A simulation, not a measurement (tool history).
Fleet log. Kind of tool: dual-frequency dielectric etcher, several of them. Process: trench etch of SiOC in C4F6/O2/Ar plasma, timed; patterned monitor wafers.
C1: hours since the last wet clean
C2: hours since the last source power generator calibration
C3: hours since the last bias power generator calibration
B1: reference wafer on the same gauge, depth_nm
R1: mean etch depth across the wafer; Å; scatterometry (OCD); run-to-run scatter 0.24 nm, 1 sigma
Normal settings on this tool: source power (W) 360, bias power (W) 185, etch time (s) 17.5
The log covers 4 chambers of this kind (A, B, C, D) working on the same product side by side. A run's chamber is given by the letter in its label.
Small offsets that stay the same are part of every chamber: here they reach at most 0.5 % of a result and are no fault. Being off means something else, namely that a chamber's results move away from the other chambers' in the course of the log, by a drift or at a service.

{"run": "1C", "day": 0.171, "source power (W)": 360, "bias power (W)": 185, "etch time (s)": 17.5, "C1": 83.7, "C2": 4225.2, "C3": 3457.3, "B1": 37.196, "R1": 353.54}
{"run": "2D", "day": 0.454, "source power (W)": 360, "bias power (W)": 185, "etch time (s)": 17.5, "C1": 409.4, "C2": 813.6, "C3": 3321.0, "B1": 37.217, "R1": 351.02}
{"run": "3A", "day": 0.762, "source power (W)": 360, "bias power (W)": 185, "etch time (s)": 17.5, "C1": 484.1, "C2": 1816.2, "C3": 1822.2, "B1": 37.144, "R1": 351.06}
{"run": "4B", "day": 0.942, "source power (W)": 360, "bias power (W)": 185, "etch time (s)": 17.5, "C1": 452.0, "C2": 89.7, "C3": 3058.7, "B1": 37.173, "R1": 354.2}
{"run": "5B", "day": 1.125, "source power (W)": 360, "bias power (W)": 185, "etch time (s)": 17.5, "C1": 456.4, "C2": 94.1, "C3": 3063.1, "B1": 37.217, "R1": 352.91}
{"run": "6A", "day": 1.288, "source power (W)": 310, "bias power (W)": 185, "etch time (s)": 14.0, "C1": 496.7, "C2": 1828.8, "C3": 1834.8, "B1": 37.212, "R1": 269.71}
{"run": "7C", "day": 1.542, "source power (W)": 310, "bias power (W)": 185, "etch time (s)": 14.0, "C1": 116.6, "C2": 4258.1, "C3": 3490.2, "B1": 37.208, "R1": 271.05}
{"run": "8D", "day": 1.892, "source power (W)": 310, "bias power (W)": 185, "etch time (s)": 14.0, "C1": 443.9, "C2": 848.1, "C3": 3355.5, "B1": 37.246, "R1": 267.87}
{"run": "9B", "day": 2.088, "source power (W)": 310, "bias power (W)": 185, "etch time (s)": 14.0, "C1": 479.5, "C2": 117.2, "C3": 3086.2, "B1": 37.231, "R1": 265.11}
{"run": "10A", "day": 2.442, "source power (W)": 360, "bias power (W)": 185, "etch time (s)": 17.5, "C1": 524.4, "C2": 1856.5, "C3": 1862.5, "B1": 37.197, "R1": 351.98}
{"run": "11D", "day": 2.783, "source power (W)": 360, "bias power (W)": 154, "etch time (s)": 15.5, "C1": 465.3, "C2": 869.5, "C3": 3376.9, "B1": 37.188, "R1": 293.16}
{"run": "12C", "day": 2.95, "source power (W)": 360, "bias power (W)": 154, "etch time (s)": 15.5, "C1": 150.4, "C2": 4291.9, "C3": 3524.0, "B1": 37.143, "R1": 294.72}
{"day": 3.133, "done": "chamber B: wet clean of the chamber"}
{"day": 3.175, "done": "chamber A: source power generator calibrated"}
{"run": "13B", "day": 3.258, "source power (W)": 360, "bias power (W)": 154, "etch time (s)": 15.5, "C1": 3.1, "C2": 145.3, "C3": 3114.3, "B1": 37.155, "R1": 297.75}
{"run": "14C", "day": 3.562, "source power (W)": 360, "bias power (W)": 154, "etch time (s)": 15.5, "C1": 165.1, "C2": 4306.6, "C3": 3538.7, "B1": 37.171, "R1": 295.63}
{"day": 3.833, "done": "chamber D: wet clean of the chamber"}
{"run": "15D", "day": 3.842, "source power (W)": 360, "bias power (W)": 185, "etch time (s)": 17.5, "C1": 0.2, "C2": 894.9, "C3": 3402.3, "B1": 37.228, "R1": 354.28}
{"run": "16A", "day": 4.167, "source power (W)": 360, "bias power (W)": 185, "etch time (s)": 17.5, "C1": 565.8, "C2": 23.9, "C3": 1903.9, "B1": 37.228, "R1": 352.3}
{"run": "17B", "day": 4.346, "source power (W)": 360, "bias power (W)": 211, "etch time (s)": 22.0, "C1": 29.2, "C2": 171.4, "C3": 3140.4, "B1": 37.216, "R1": 459.67}
{"day": 4.55, "done": "chamber A: wet clean of the chamber"}
{"run": "18A", "day": 4.629, "source power (W)": 360, "bias power (W)": 211, "etch time (s)": 22.0, "C1": 1.9, "C2": 35.0, "C3": 1915.0, "B1": 37.207, "R1": 482.49}
{"run": "19D", "day": 4.879, "source power (W)": 360, "bias power (W)": 211, "etch time (s)": 22.0, "C1": 25.1, "C2": 919.8, "C3": 3427.2, "B1": 37.189, "R1": 467.1}
{"run": "20C", "day": 5.15, "source power (W)": 360, "bias power (W)": 211, "etch time (s)": 22.0, "C1": 203.2, "C2": 4344.7, "C3": 3576.8, "B1": 37.246, "R1": 469.62}
{"run": "21B", "day": 5.404, "source power (W)": 360, "bias power (W)": 185, "etch time (s)": 17.5, "C1": 54.6, "C2": 196.8, "C3": 3165.8, "B1": 37.205, "R1": 349.81}
{"run": "22A", "day": 5.733, "source power (W)": 360, "bias power (W)": 185, "etch time (s)": 17.5, "C1": 28.4, "C2": 61.5, "C3": 1941.5, "B1": 37.206, "R1": 371.16}
{"run": "23D", "day": 6.012, "source power (W)": 360, "bias power (W)": 185, "etch time (s)": 17.5, "C1": 52.3, "C2": 947.0, "C3": 3454.4, "B1": 37.197, "R1": 352.37}
{"run": "24C", "day": 6.204, "source power (W)": 360, "bias power (W)": 185, "etch time (s)": 17.5, "C1": 228.5, "C2": 4370.0, "C3": 3602.1, "B1": 37.179, "R1": 354.72}
{"run": "25D", "day": 6.367, "source power (W)": 360, "bias power (W)": 185, "etch time (s)": 17.5, "C1": 60.8, "C2": 955.5, "C3": 3462.9, "B1": 37.241, "R1": 353.88}
{"run": "26A", "day": 6.546, "source power (W)": 360, "bias power (W)": 185, "etch time (s)": 17.5, "C1": 47.9, "C2": 81.0, "C3": 1961.0, "B1": 37.159, "R1": 367.92}
{"run": "27C", "day": 6.738, "source power (W)": 360, "bias power (W)": 185, "etch time (s)": 17.5, "C1": 241.3, "C2": 4382.8, "C3": 3614.9, "B1": 37.269, "R1": 353.71}
{"run": "28B", "day": 7.029, "source power (W)": 360, "bias power (W)": 185, "etch time (s)": 17.5, "C1": 93.6, "C2": 235.8, "C3": 3204.8, "B1": 37.185, "R1": 353.5}
{"run": "29C", "day": 7.25, "source power (W)": 360, "bias power (W)": 185, "etch time (s)": 17.5, "C1": 253.6, "C2": 4395.1, "C3": 3627.2, "B1": 37.165, "R1": 352.8}
{"run": "30D", "day": 7.542, "source power (W)": 360, "bias power (W)": 214, "etch time (s)": 14.0, "C1": 89.0, "C2": 983.7, "C3": 3491.1, "B1": 37.175, "R1": 297.79}
{"run": "31B", "day": 7.883, "source power (W)": 360, "bias power (W)": 214, "etch time (s)": 14.0, "C1": 114.1, "C2": 256.3, "C3": 3225.3, "B1": 37.223, "R1": 299.84}
{"run": "32A", "day": 8.133, "source power (W)": 360, "bias power (W)": 214, "etch time (s)": 14.0, "C1": 86.0, "C2": 119.1, "C3": 1999.1, "B1": 37.176, "R1": 310.48}
{"run": "33C", "day": 8.488, "source power (W)": 360, "bias power (W)": 214, "etch time (s)": 14.0, "C1": 283.3, "C2": 4424.8, "C3": 3656.9, "B1": 37.231, "R1": 300.14}
{"run": "34D", "day": 8.788, "source power (W)": 360, "bias power (W)": 185, "etch time (s)": 17.5, "C1": 118.9, "C2": 1013.6, "C3": 3521.0, "B1": 37.122, "R1": 356.44}
{"run": "35A", "day": 9.083, "source power (W)": 360, "bias power (W)": 185, "etch time (s)": 17.5, "C1": 108.8, "C2": 141.9, "C3": 2021.9, "B1": 37.234, "R1": 367.3}
{"run": "36B", "day": 9.342, "source power (W)": 360, "bias power (W)": 185, "etch time (s)": 17.5, "C1": 149.1, "C2": 291.3, "C3": 3260.3, "B1": 37.16, "R1": 352.29}
{"run": "37B", "day": 9.675, "source power (W)": 360, "bias power (W)": 185, "etch time (s)": 17.5, "C1": 157.1, "C2": 299.3, "C3": 3268.3, "B1": 37.245, "R1": 355.5}

All 4 chambers run these settings next. Forecast each chamber's results:
{"run": "38A", "day": 9.929, "source power (W)": 360, "bias power (W)": 185, "etch time (s)": 13.5, "R1": "?"}
{"run": "38B", "day": 9.929, "source power (W)": 360, "bias power (W)": 185, "etch time (s)": 13.5, "R1": "?"}
{"run": "38C", "day": 9.929, "source power (W)": 360, "bias power (W)": 185, "etch time (s)": 13.5, "R1": "?"}
{"run": "38D", "day": 9.929, "source power (W)": 360, "bias power (W)": 185, "etch time (s)": 13.5, "R1": "?"}

run=38A R1=283.99
run=38B R1=272.40
run=38C R1=268.92
run=38D R1=270.10
